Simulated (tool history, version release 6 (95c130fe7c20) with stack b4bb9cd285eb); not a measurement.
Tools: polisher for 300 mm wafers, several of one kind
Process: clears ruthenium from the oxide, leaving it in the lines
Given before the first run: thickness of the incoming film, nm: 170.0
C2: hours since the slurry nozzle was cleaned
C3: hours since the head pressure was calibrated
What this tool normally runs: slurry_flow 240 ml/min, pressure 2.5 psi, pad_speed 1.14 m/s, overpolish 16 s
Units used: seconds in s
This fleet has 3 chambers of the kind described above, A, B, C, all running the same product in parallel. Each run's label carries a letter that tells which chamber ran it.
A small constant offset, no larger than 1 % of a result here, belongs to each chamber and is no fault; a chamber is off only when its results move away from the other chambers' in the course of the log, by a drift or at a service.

-- hour=3.1 chamber C: worn pad replaced by a new one
run 1C hour=10.2 | slurry_flow=240 pressure=2.5 pad_speed=1.14 overpolish=16 | wafers_polished_on_this_pad=34 C2=262.6 C3=337.2 | seconds=116.20
run 2A hour=15.4 | slurry_flow=240 pressure=2.5 pad_speed=1.14 overpolish=16 | wafers_polished_on_this_pad=494 C2=134.5 C3=450.0 | seconds=115.11
run 3B hour=23.6 | slurry_flow=240 pressure=2.5 pad_speed=1.14 overpolish=16 | wafers_polished_on_this_pad=1008 C2=438.8 C3=161.4 | seconds=119.58
run 4A hour=32.9 | slurry_flow=240 pressure=2.5 pad_speed=1.14 overpolish=16 | wafers_polished_on_this_pad=580 C2=152.0 C3=467.5 | seconds=116.63
run 5B hour=39.7 | slurry_flow=240 pressure=2.5 pad_speed=1.14 overpolish=16 | wafers_polished_on_this_pad=1086 C2=454.9 C3=177.5 | seconds=113.97
run 6C hour=50.7 | slurry_flow=240 pressure=2.5 pad_speed=1.14 overpolish=16 | wafers_polished_on_this_pad=232 C2=303.1 C3=377.7 | seconds=116.30
run 7A hour=57.6 | slurry_flow=240 pressure=2.5 pad_speed=1.14 overpolish=16 | wafers_polished_on_this_pad=700 C2=176.7 C3=492.2 | seconds=115.44
-- hour=62.3 chamber C: slurry nozzle cleaned
run 8C hour=69.2 | slurry_flow=240 pressure=2.5 pad_speed=1.14 overpolish=16 | wafers_polished_on_this_pad=323 C2=6.9 C3=396.2 | seconds=112.92
run 9B hour=77.3 | slurry_flow=240 pressure=2.5 pad_speed=1.14 overpolish=16 | wafers_polished_on_this_pad=1270 C2=492.5 C3=215.1 | seconds=114.31
run 10C hour=86.9 | slurry_flow=240 pressure=2.5 pad_speed=1.14 overpolish=16 | wafers_polished_on_this_pad=410 C2=24.6 C3=413.9 | seconds=114.21
run 11B hour=93.1 | slurry_flow=240 pressure=2.5 pad_speed=1.14 overpolish=16 | wafers_polished_on_this_pad=1348 C2=508.3 C3=230.9 | seconds=119.02
run 12A hour=104.6 | slurry_flow=240 pressure=2.5 pad_speed=1.14 overpolish=16 | wafers_polished_on_this_pad=930 C2=223.7 C3=539.2 | seconds=119.23
-- hour=106.6 chamber B: worn pad replaced by a new one
run 13C hour=111.0 | slurry_flow=240 pressure=2.5 pad_speed=1.14 overpolish=16 | wafers_polished_on_this_pad=527 C2=48.7 C3=438.0 | seconds=115.26
-- hour=114.3 chamber A: head pressure recalibrated
run 14B hour=117.1 | slurry_flow=240 pressure=2.5 pad_speed=0.74 overpolish=16 | wafers_polished_on_this_pad=51 C2=532.3 C3=254.9 | seconds=175.62
run 15A hour=124.1 | slurry_flow=240 pressure=2.5 pad_speed=0.74 overpolish=16 | wafers_polished_on_this_pad=1026 C2=243.2 C3=9.8 | seconds=184.13
run 16A hour=131.4 | slurry_flow=240 pressure=2.5 pad_speed=0.74 overpolish=16 | wafers_polished_on_this_pad=1061 C2=250.5 C3=17.1 | seconds=184.95
run 17C hour=137.2 | slurry_flow=240 pressure=2.5 pad_speed=1.14 overpolish=16 | wafers_polished_on_this_pad=656 C2=74.9 C3=464.2 | seconds=113.26
run 18B hour=145.2 | slurry_flow=240 pressure=2.5 pad_speed=1.14 overpolish=16 | wafers_polished_on_this_pad=189 C2=560.4 C3=283.0 | seconds=116.07
run 19C hour=150.2 | slurry_flow=240 pressure=2.5 pad_speed=1.14 overpolish=16 | wafers_polished_on_this_pad=719 C2=87.9 C3=477.2 | seconds=119.41
run 20B hour=156.0 | slurry_flow=240 pressure=2.0 pad_speed=1.14 overpolish=16 | wafers_polished_on_this_pad=242 C2=571.2 C3=293.8 | seconds=140.16
run 21A hour=165.9 | slurry_flow=240 pressure=2.0 pad_speed=1.14 overpolish=16 | wafers_polished_on_this_pad=1230 C2=285.0 C3=51.6 | seconds=159.01
run 22B hour=174.6 | slurry_flow=240 pressure=2.0 pad_speed=1.14 overpolish=16 | wafers_polished_on_this_pad=333 C2=589.8 C3=312.4 | seconds=144.68
run 23C hour=183.6 | slurry_flow=240 pressure=2.5 pad_speed=1.14 overpolish=16 | wafers_polished_on_this_pad=883 C2=121.3 C3=510.6 | seconds=118.66
run 24A hour=189.6 | slurry_flow=240 pressure=2.5 pad_speed=1.14 overpolish=16 | wafers_polished_on_this_pad=1346 C2=308.7 C3=75.3 | seconds=121.32
run 25B hour=198.0 | slurry_flow=240 pressure=2.5 pad_speed=1.14 overpolish=24 | wafers_polished_on_this_pad=447 C2=613.2 C3=335.8 | seconds=113.59
run 26A hour=204.8 | slurry_flow=240 pressure=2.5 pad_speed=1.14 overpolish=24 | wafers_polished_on_this_pad=1421 C2=323.9 C3=90.5 | seconds=123.32
run 27C hour=212.5 | slurry_flow=240 pressure=2.5 pad_speed=1.14 overpolish=24 | wafers_polished_on_this_pad=1024 C2=150.2 C3=539.5 | seconds=111.81
run 28A hour=218.5 | slurry_flow=240 pressure=2.5 pad_speed=1.14 overpolish=16 | wafers_polished_on_this_pad=1488 C2=337.6 C3=104.2 | seconds=128.11
run 29B hour=224.3 | slurry_flow=240 pressure=2.5 pad_speed=1.14 overpolish=16 | wafers_polished_on_this_pad=576 C2=639.5 C3=362.1 | seconds=114.42
run 30C hour=235.0 | slurry_flow=240 pressure=2.5 pad_speed=1.14 overpolish=16 | wafers_polished_on_this_pad=1134 C2=172.7 C3=562.0 | seconds=117.94
run 31C hour=242.3 | slurry_flow=240 pressure=2.5 pad_speed=1.14 overpolish=16 | wafers_polished_on_this_pad=1170 C2=180.0 C3=569.3 | seconds=116.14
run 32A hour=251.7 | slurry_flow=240 pressure=2.5 pad_speed=1.14 overpolish=16 | wafers_polished_on_this_pad=1650 C2=370.8 C3=137.4 | seconds=130.43
-- hour=252.8 chamber B: head pressure recalibrated
run 33B hour=260.3 | slurry_flow=240 pressure=2.5 pad_speed=1.14 overpolish=16 | wafers_polished_on_this_pad=752 C2=675.5 C3=7.6 | seconds=116.79

All 3 chambers run these settings next. Forecast each chamber's results:
run 34A hour=268.6 | slurry_flow=240 pressure=2.5 pad_speed=1.14 overpolish=16 | seconds=?
run 34B hour=268.6 | slurry_flow=240 pressure=2.5 pad_speed=1.14 overpolish=16 | seconds=?
run 34C hour=268.6 | slurry_flow=240 pressure=2.5 pad_speed=1.14 overpolish=16 | seconds=?

run=34A seconds=132.18
run=34B seconds=115.01
run=34C seconds=115.88
